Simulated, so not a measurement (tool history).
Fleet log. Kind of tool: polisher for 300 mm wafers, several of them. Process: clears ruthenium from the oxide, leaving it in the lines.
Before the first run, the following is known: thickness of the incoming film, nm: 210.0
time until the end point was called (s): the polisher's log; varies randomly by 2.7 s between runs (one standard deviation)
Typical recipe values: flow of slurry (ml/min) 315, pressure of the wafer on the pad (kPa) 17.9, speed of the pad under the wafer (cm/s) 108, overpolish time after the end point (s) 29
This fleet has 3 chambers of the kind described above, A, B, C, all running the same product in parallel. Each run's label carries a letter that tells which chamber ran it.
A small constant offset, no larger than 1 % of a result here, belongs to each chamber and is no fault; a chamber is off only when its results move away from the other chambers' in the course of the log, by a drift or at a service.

run   hour  flow of slurry (ml/min)  pressure of the wafer on the pad (kPa)  speed of the pad under the wafer (cm/s)  overpolish time after the end point (s)  wafers polished on this pad  hours since the slurry nozzle was cleaned  hours since the head pressure was calibrated  time until the end point was called (s)
       0.3  -- chamber B: slurry nozzle cleaned
       4.6  -- chamber C: worn pad replaced by a new one
 1B      7                      315                                    17.9                                      108                                       29                          553                                        6.7                                         218.4                                   157.92
 2A   15.1                      315                                    17.9                                      108                                       29                          173                                       61.6                                         527.9                                   160.67
 3C   21.1                      315                                    17.9                                      108                                       29                          130                                       65.3                                         400.8                                   160.04
 4B   26.5                      315                                    17.9                                      108                                       29                          707                                       26.2                                         237.9                                   156.02
 5A   33.9                      315                                    17.9                                      108                                       29                          322                                       80.4                                         546.7                                   162.26
 6C   39.6                      315                                    17.9                                      108                                       29                          277                                       83.8                                         419.3                                   158.94
 7A     44                      220                                    12.4                                      108                                       29                          401                                       90.5                                         556.8                                   238.31
      51.7  -- chamber A: head pressure recalibrated
 8C   52.5                      220                                    12.4                                      108                                       29                          378                                       96.7                                         432.2                                   236.34
 9B   57.1                      220                                    12.4                                      108                                       29                          948                                       56.8                                         268.5                                   230.73
10B   66.7                      315                                    17.9                                      108                                       29                         1024                                       66.4                                         278.1                                   160.85
11A   72.5                      315                                    17.9                                      108                                       29                          626                                        119                                          20.8                                   161.73
12C   82.1                      315                                    17.9                                      108                                       29                          612                                      126.3                                         461.8                                   156.34
13C   90.9                      315                                    17.9                                      108                                       29                          682                                      135.1                                         470.6                                   148.49
      98.3  -- chamber A: worn pad replaced by a new one
14A    100                      315                                    17.9                                      122                                       29                           14                                      146.5                                          48.3                                    138.8
15B  104.6                      315                                    17.9                                      122                                       29                         1324                                      104.3                                           316                                   144.82
16C  109.1                      315                                    17.9                                      122                                       29                          826                                      153.3                                         488.8                                   135.26
17B  117.1                      315                                    17.9                                      108                                       29                         1422                                      116.8                                         328.5                                   156.29
       121  -- chamber B: worn pad replaced by a new one
18A    126                      315                                    17.9                                      108                                       29                          219                                      172.5                                          74.3                                   161.83
19C  133.3                      315                                    17.9                                      108                                       29                         1017                                      177.5                                           513                                   145.76
20B  141.2                      315                                    17.9                                      108                                       29                          160                                      140.9                                         352.6                                   154.84
21A  149.7                      255                                    20.7                                      108                                       29                          406                                      196.2                                            98                                   140.51

Decide between three cases: one chamber stands off from its peers, the gauge reading all wafers drifts, or nothing is wrong past each chamber's small offset. Where a chamber is off, say which and what most likely put it there.

Chamber C drifts away from the others.
What lies behind it: head's pressure above its setpoint, % = 9.83.

Below are 4 candidate recipes for chamber C's next run, each the usual settings with a change, their results shown as question marks. Which of them brings C's results back in line with what the other chambers give on the usual settings?
In-line tolerance around the mean of the other chambers on the usual settings: time until the end point was called (s) 9.6
22C-1  156.6                      320                                      20                                      120                                       29                                                                                                                                                              ?
22C-2  156.6                      315                                    17.9                                       90                                       29                                                                                                                                                              ?
22C-3  156.6                      310                                    17.9                                       98                                       29                                                                                                                                                              ?
22C-4  156.6                      320                                    19.3                                      108                                       29                                                                                                                                                              ?

Other chambers, usual settings, mean: time until the end point was called (s) 159.12
  run  time until the end point was called (s)
22C-1                                   116.27
22C-2                                   173.37
22C-3                                   159.31
22C-4                                   133.86
22C-3 is the one that brings the chamber's results back in line with the other chambers.
